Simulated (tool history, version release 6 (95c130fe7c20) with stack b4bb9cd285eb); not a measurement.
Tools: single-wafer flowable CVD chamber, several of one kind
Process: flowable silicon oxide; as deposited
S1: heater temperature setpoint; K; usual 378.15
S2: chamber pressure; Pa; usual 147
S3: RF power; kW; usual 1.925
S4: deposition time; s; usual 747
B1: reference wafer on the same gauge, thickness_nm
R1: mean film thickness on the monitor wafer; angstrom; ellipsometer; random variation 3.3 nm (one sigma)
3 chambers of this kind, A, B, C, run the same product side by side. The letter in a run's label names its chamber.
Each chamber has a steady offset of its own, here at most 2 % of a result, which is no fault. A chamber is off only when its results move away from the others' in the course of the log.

{"run": "1C", "day": 0.238, "S1": 378.15, "S2": 147, "S3": 1.925, "S4": 747, "B1": 498.45, "R1": 5712.4}
{"run": "2A", "day": 0.479, "S1": 378.15, "S2": 147, "S3": 1.925, "S4": 747, "B1": 498.44, "R1": 5631.3}
{"run": "3B", "day": 0.8, "S1": 378.15, "S2": 147, "S3": 1.925, "S4": 747, "B1": 498.46, "R1": 5647.1}
{"run": "4A", "day": 1.121, "S1": 378.15, "S2": 147, "S3": 1.925, "S4": 747, "B1": 498.16, "R1": 5603.2}
{"run": "5B", "day": 1.304, "S1": 378.15, "S2": 147, "S3": 1.925, "S4": 747, "B1": 498.06, "R1": 5623.8}
{"run": "6C", "day": 1.571, "S1": 378.15, "S2": 129, "S3": 1.925, "S4": 630, "B1": 498.33, "R1": 4115.9}
{"run": "7B", "day": 1.912, "S1": 378.15, "S2": 129, "S3": 1.925, "S4": 630, "B1": 497.61, "R1": 4102.5}
{"run": "8A", "day": 2.192, "S1": 378.15, "S2": 129, "S3": 1.925, "S4": 630, "B1": 496.85, "R1": 4165.2}
{"run": "9C", "day": 2.388, "S1": 378.15, "S2": 147, "S3": 1.925, "S4": 747, "B1": 497.69, "R1": 5693.3}
{"run": "10B", "day": 2.654, "S1": 378.15, "S2": 147, "S3": 1.925, "S4": 747, "B1": 497.82, "R1": 5589.4}
{"run": "11C", "day": 2.892, "S1": 378.15, "S2": 147, "S3": 1.925, "S4": 747, "B1": 498.04, "R1": 5733.2}
{"run": "12A", "day": 3.117, "S1": 378.15, "S2": 147, "S3": 1.925, "S4": 747, "B1": 498.33, "R1": 5651.2}
{"run": "13B", "day": 3.425, "S1": 378.15, "S2": 147, "S3": 1.925, "S4": 747, "B1": 498.69, "R1": 5610.9}
{"run": "14A", "day": 3.704, "S1": 378.15, "S2": 147, "S3": 1.925, "S4": 620, "B1": 497.4, "R1": 4692.6}
{"run": "15C", "day": 3.904, "S1": 378.15, "S2": 147, "S3": 1.925, "S4": 620, "B1": 498.45, "R1": 4730.1}
{"run": "16A", "day": 4.112, "S1": 378.15, "S2": 147, "S3": 1.925, "S4": 620, "B1": 497.91, "R1": 4694.1}
{"run": "17B", "day": 4.45, "S1": 378.15, "S2": 147, "S3": 1.925, "S4": 747, "B1": 498.7, "R1": 5623.1}
{"run": "18C", "day": 4.608, "S1": 378.15, "S2": 147, "S3": 1.925, "S4": 747, "B1": 498.22, "R1": 5668.6}
{"run": "19C", "day": 4.817, "S1": 378.15, "S2": 147, "S3": 1.925, "S4": 747, "B1": 498.11, "R1": 5689.9}
{"run": "20B", "day": 5.175, "S1": 378.15, "S2": 147, "S3": 1.925, "S4": 747, "B1": 497.57, "R1": 5613.7}
{"run": "21A", "day": 5.467, "S1": 378.15, "S2": 147, "S3": 1.925, "S4": 747, "B1": 497.96, "R1": 5680.7}
{"run": "22A", "day": 5.792, "S1": 378.15, "S2": 147, "S3": 1.925, "S4": 747, "B1": 497.86, "R1": 5606.5}
{"run": "23C", "day": 6.1, "S1": 378.15, "S2": 147, "S3": 1.925, "S4": 747, "B1": 498.54, "R1": 5652.8}
{"run": "24B", "day": 6.4, "S1": 378.15, "S2": 147, "S3": 1.925, "S4": 747, "B1": 498.12, "R1": 5725.0}
{"run": "25A", "day": 6.758, "S1": 378.15, "S2": 147, "S3": 1.925, "S4": 747, "B1": 498.99, "R1": 5679.5}
{"run": "26B", "day": 6.954, "S1": 378.15, "S2": 147, "S3": 1.925, "S4": 747, "B1": 498.07, "R1": 5688.2}
{"run": "27C", "day": 7.208, "S1": 371.15, "S2": 147, "S3": 1.925, "S4": 884, "B1": 498.12, "R1": 8542.9}
{"run": "28A", "day": 7.425, "S1": 371.15, "S2": 147, "S3": 1.925, "S4": 884, "B1": 497.7, "R1": 8526.3}
{"run": "29C", "day": 7.746, "S1": 371.15, "S2": 147, "S3": 1.925, "S4": 884, "B1": 498.28, "R1": 8519.3}
{"run": "30B", "day": 7.938, "S1": 378.15, "S2": 147, "S3": 1.925, "S4": 747, "B1": 498.54, "R1": 5610.9}
{"run": "31C", "day": 8.296, "S1": 378.15, "S2": 147, "S3": 1.925, "S4": 747, "B1": 498.15, "R1": 5692.2}
{"run": "32B", "day": 8.612, "S1": 378.15, "S2": 147, "S3": 1.925, "S4": 747, "B1": 498.34, "R1": 5582.4}

What goes on in this fleet: one chamber off, a drifting gauge, or nothing beyond the chambers' own small offsets? Name the chamber and the cause, if any.

No chamber stands off beyond its own small offset, and the gauge holds steady.
